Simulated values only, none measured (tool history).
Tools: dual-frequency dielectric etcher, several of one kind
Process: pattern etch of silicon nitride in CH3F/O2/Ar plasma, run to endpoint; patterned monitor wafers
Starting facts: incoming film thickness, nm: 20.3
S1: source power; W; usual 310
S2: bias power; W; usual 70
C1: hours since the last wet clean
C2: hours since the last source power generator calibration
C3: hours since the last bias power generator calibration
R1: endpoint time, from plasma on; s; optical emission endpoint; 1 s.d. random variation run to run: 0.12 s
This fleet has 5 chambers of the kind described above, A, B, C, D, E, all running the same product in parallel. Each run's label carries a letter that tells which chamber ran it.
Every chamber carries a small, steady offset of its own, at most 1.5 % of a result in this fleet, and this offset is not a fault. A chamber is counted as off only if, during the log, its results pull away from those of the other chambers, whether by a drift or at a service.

Run 1C, hour 8.3: usual settings; C1 336.9; C2 2600.9; C3 1326.8. Result: R1 32.806 s.
Run 2D, hour 17.8: usual settings; C1 165.7; C2 1506.8; C3 1061.3. Result: R1 32.554 s.
Run 3E, hour 28.4: usual settings; C1 418.9; C2 142.3; C3 1014.4. Result: R1 32.639 s.
Run 4B, hour 36.1: usual settings; C1 190.8; C2 1804.3; C3 4294.9. Result: R1 33.170 s.
Run 5A, hour 50.9: usual settings; C1 303.3; C2 396.3; C3 883.7. Result: R1 32.333 s.
Run 6B, hour 63.1: usual settings but S1 340 W, S2 82 W; C1 217.8; C2 1831.3; C3 4321.9. Result: R1 30.150 s.
Run 7D, hour 73.6: usual settings but S1 340 W, S2 82 W; C1 221.5; C2 1562.6; C3 1117.1. Result: R1 29.875 s.
Run 8C, hour 83.2: usual settings but S1 340 W, S2 82 W; C1 411.8; C2 2675.8; C3 1401.7. Result: R1 29.877 s.
Run 9A, hour 89.8: usual settings but S1 340 W, S2 82 W; C1 342.2; C2 435.2; C3 922.6. Result: R1 29.526 s.
Run 10E, hour 100.0: usual settings but S1 340 W, S2 82 W; C1 490.5; C2 213.9; C3 1086.0. Result: R1 29.990 s.
At hour 108.3: chamber E: wet clean of the chamber.
Run 11E, hour 112.5: usual settings but S1 340 W, S2 81 W; C1 4.2; C2 226.4; C3 1098.5. Result: R1 30.047 s.
Run 12C, hour 124.6: usual settings but S1 340 W, S2 81 W; C1 453.2; C2 2717.2; C3 1443.1. Result: R1 29.754 s.
Run 13A, hour 138.0: usual settings but S1 340 W, S2 81 W; C1 390.4; C2 483.4; C3 970.8. Result: R1 29.617 s.
At hour 148.0: chamber C: bias power generator calibrated.
Run 14B, hour 149.5: usual settings but S1 340 W, S2 81 W; C1 304.2; C2 1917.7; C3 4408.3. Result: R1 30.328 s.
Run 15D, hour 161.5: usual settings but S1 340 W, S2 81 W; C1 309.4; C2 1650.5; C3 1205.0. Result: R1 29.959 s.
Run 16D, hour 168.3: usual settings; C1 316.2; C2 1657.3; C3 1211.8. Result: R1 32.384 s.
Run 17B, hour 181.7: usual settings; C1 336.4; C2 1949.9; C3 4440.5. Result: R1 33.096 s.
Run 18E, hour 192.5: usual settings; C1 84.2; C2 306.4; C3 1178.5. Result: R1 32.579 s.
Run 19A, hour 200.5: usual settings; C1 452.9; C2 545.9; C3 1033.3. Result: R1 32.535 s.
Run 20C, hour 214.6: usual settings; C1 543.2; C2 2807.2; C3 66.6. Result: R1 32.163 s.
At hour 214.9: chamber D: wet clean of the chamber.
Run 21D, hour 227.7: usual settings; C1 12.9; C2 1716.7; C3 1271.2. Result: R1 32.433 s.
Run 22A, hour 235.1: usual settings; C1 487.5; C2 580.5; C3 1067.9. Result: R1 32.372 s.
Run 23E, hour 247.4: usual settings; C1 139.1; C2 361.3; C3 1233.4. Result: R1 32.594 s.
Run 24C, hour 255.1: usual settings; C1 583.7; C2 2847.7; C3 107.1. Result: R1 31.792 s.
Run 25B, hour 266.2: usual settings; C1 420.9; C2 2034.4; C3 4525.0. Result: R1 32.916 s.
Run 26A, hour 274.0: usual settings; C1 526.4; C2 619.4; C3 1106.8. Result: R1 32.518 s.
Run 27E, hour 284.0: usual settings; C1 175.7; C2 397.9; C3 1270.0. Result: R1 32.943 s.
Run 28B, hour 296.9: usual settings; C1 451.6; C2 2065.1; C3 4555.7. Result: R1 32.907 s.
Run 29C, hour 305.3: usual settings; C1 633.9; C2 2897.9; C3 157.3. Result: R1 31.648 s.
Run 30D, hour 317.0: usual settings but S2 83 W; C1 102.2; C2 1806.0; C3 1360.5. Result: R1 30.571 s.
Run 31C, hour 327.5: usual settings but S2 83 W; C1 656.1; C2 2920.1; C3 179.5. Result: R1 29.778 s.
At hour 329.6: chamber A: wet clean of the chamber.
Run 32B, hour 334.3: usual settings but S2 83 W; C1 489.0; C2 2102.5; C3 4593.1. Result: R1 31.306 s.
Run 33A, hour 348.6: usual settings but S2 83 W; C1 19.0; C2 694.0; C3 1181.4. Result: R1 30.661 s.
Run 34E, hour 362.3: usual settings but S2 83 W; C1 254.0; C2 476.2; C3 1348.3. Result: R1 30.791 s.
Run 35D, hour 370.3: usual settings; C1 155.5; C2 1859.3; C3 1413.8. Result: R1 32.425 s.

Which is it: a chamber that has drifted or been left off by a service, a gauge drift common to all chambers, or only each chamber's usual small offset? If a chamber is off, name it and its likeliest cause.

It is chamber C that slowly wanders off from its peers.
Likeliest cause: etch rate over this chamber's usual, % = 4.63.

Chamber C could run next with any of the 4 candidate recipes listed below; each alters the usual settings, and their results appear as question marks. Which one brings its results back in line with what the other chambers deliver on the usual settings?
In-line tolerance around the mean of the other chambers on the usual settings: R1 0.410 s
Run 36C-1, hour 381.0: usual settings but S1 320 W, S2 71 W. Result: R1 ?.
Run 36C-2, hour 381.0: usual settings but S1 300 W, S2 69 W. Result: R1 ?.
Run 36C-3, hour 381.0: usual settings but S2 79 W. Result: R1 ?.
Run 36C-4, hour 381.0: usual settings but S1 290 W, S2 66 W. Result: R1 ?.

What the other chambers average on the usual settings: R1 32.680 s
  run      R1
36C-1  30.763
36C-2  31.831
36C-3  29.963
36C-4  32.743
It is 36C-4 that realigns the chamber with its peers.
